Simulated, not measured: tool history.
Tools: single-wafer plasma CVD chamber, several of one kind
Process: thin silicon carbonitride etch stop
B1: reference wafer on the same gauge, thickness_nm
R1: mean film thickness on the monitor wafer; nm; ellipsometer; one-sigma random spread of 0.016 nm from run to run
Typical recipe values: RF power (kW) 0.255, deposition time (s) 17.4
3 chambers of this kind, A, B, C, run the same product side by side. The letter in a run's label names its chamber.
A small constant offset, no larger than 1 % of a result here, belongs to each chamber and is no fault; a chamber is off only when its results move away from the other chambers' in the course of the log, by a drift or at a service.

{"run": "1B", "day": 0.562, "RF power (kW)": 0.255, "deposition time (s)": 17.4, "B1": 11.005, "R1": 10.67}
{"run": "2C", "day": 0.929, "RF power (kW)": 0.255, "deposition time (s)": 17.4, "B1": 11.008, "R1": 10.704}
{"run": "3A", "day": 1.417, "RF power (kW)": 0.255, "deposition time (s)": 17.4, "B1": 11.007, "R1": 10.736}
{"run": "4A", "day": 1.942, "RF power (kW)": 0.255, "deposition time (s)": 17.4, "B1": 11.01, "R1": 10.687}
{"run": "5B", "day": 2.275, "RF power (kW)": 0.255, "deposition time (s)": 17.4, "B1": 11.009, "R1": 10.691}
{"run": "6C", "day": 2.679, "RF power (kW)": 0.255, "deposition time (s)": 17.4, "B1": 11.012, "R1": 10.75}
{"day": 2.838, "done": "chamber C: RF generator calibrated"}
{"run": "7A", "day": 2.95, "RF power (kW)": 0.255, "deposition time (s)": 17.4, "B1": 11.018, "R1": 10.725}
{"run": "8C", "day": 3.512, "RF power (kW)": 0.255, "deposition time (s)": 17.4, "B1": 11.022, "R1": 10.755}
{"run": "9B", "day": 3.933, "RF power (kW)": 0.255, "deposition time (s)": 17.4, "B1": 11.022, "R1": 10.712}
{"day": 4.162, "done": "chamber B: RF generator calibrated"}
{"run": "10C", "day": 4.479, "RF power (kW)": 0.255, "deposition time (s)": 17.4, "B1": 11.022, "R1": 10.713}
{"day": 4.758, "done": "chamber A: thermocouple changed; heater temperature recalibrated"}
{"run": "11A", "day": 4.771, "RF power (kW)": 0.255, "deposition time (s)": 17.4, "B1": 11.027, "R1": 10.745}
{"run": "12B", "day": 5.225, "RF power (kW)": 0.255, "deposition time (s)": 17.4, "B1": 11.03, "R1": 10.73}
{"run": "13B", "day": 5.579, "RF power (kW)": 0.255, "deposition time (s)": 20.2, "B1": 11.029, "R1": 12.425}
{"run": "14A", "day": 6.054, "RF power (kW)": 0.255, "deposition time (s)": 20.2, "B1": 11.034, "R1": 12.464}
{"run": "15C", "day": 6.483, "RF power (kW)": 0.255, "deposition time (s)": 20.2, "B1": 11.031, "R1": 12.494}
{"run": "16A", "day": 6.958, "RF power (kW)": 0.255, "deposition time (s)": 17.4, "B1": 11.038, "R1": 10.735}
{"run": "17B", "day": 7.279, "RF power (kW)": 0.255, "deposition time (s)": 17.4, "B1": 11.039, "R1": 10.716}
{"run": "18C", "day": 7.846, "RF power (kW)": 0.255, "deposition time (s)": 17.4, "B1": 11.047, "R1": 10.765}
{"run": "19A", "day": 8.208, "RF power (kW)": 0.255, "deposition time (s)": 17.4, "B1": 11.044, "R1": 10.741}
{"run": "20C", "day": 8.65, "RF power (kW)": 0.255, "deposition time (s)": 17.4, "B1": 11.049, "R1": 10.803}
{"run": "21B", "day": 9.2, "RF power (kW)": 0.255, "deposition time (s)": 17.4, "B1": 11.049, "R1": 10.75}
{"run": "22A", "day": 9.721, "RF power (kW)": 0.255, "deposition time (s)": 17.4, "B1": 11.048, "R1": 10.773}
{"run": "23C", "day": 10.162, "RF power (kW)": 0.255, "deposition time (s)": 17.4, "B1": 11.048, "R1": 10.758}
{"run": "24B", "day": 10.604, "RF power (kW)": 0.255, "deposition time (s)": 17.4, "B1": 11.058, "R1": 10.699}
{"day": 11.038, "done": "chamber A: RF generator calibrated"}
{"run": "25B", "day": 11.046, "RF power (kW)": 0.255, "deposition time (s)": 17.4, "B1": 11.054, "R1": 10.738}
{"run": "26A", "day": 11.454, "RF power (kW)": 0.255, "deposition time (s)": 17.4, "B1": 11.064, "R1": 10.778}
{"run": "27C", "day": 11.846, "RF power (kW)": 0.255, "deposition time (s)": 17.4, "B1": 11.065, "R1": 10.781}
{"run": "28C", "day": 12.425, "RF power (kW)": 0.255, "deposition time (s)": 17.4, "B1": 11.067, "R1": 10.817}
{"run": "29B", "day": 12.746, "RF power (kW)": 0.29, "deposition time (s)": 18.7, "B1": 11.066, "R1": 11.978}

Read the log: is a single chamber off, either drifting away or since a service, is the gauge that measures every chamber drifting, or is nothing wrong beyond small per-chamber offsets? Name any odd chamber and what most likely caused it.

Gauge drift. The chambers move together only on paper, and none stands off.
Cause: gauge reads high (%) = 0.638.
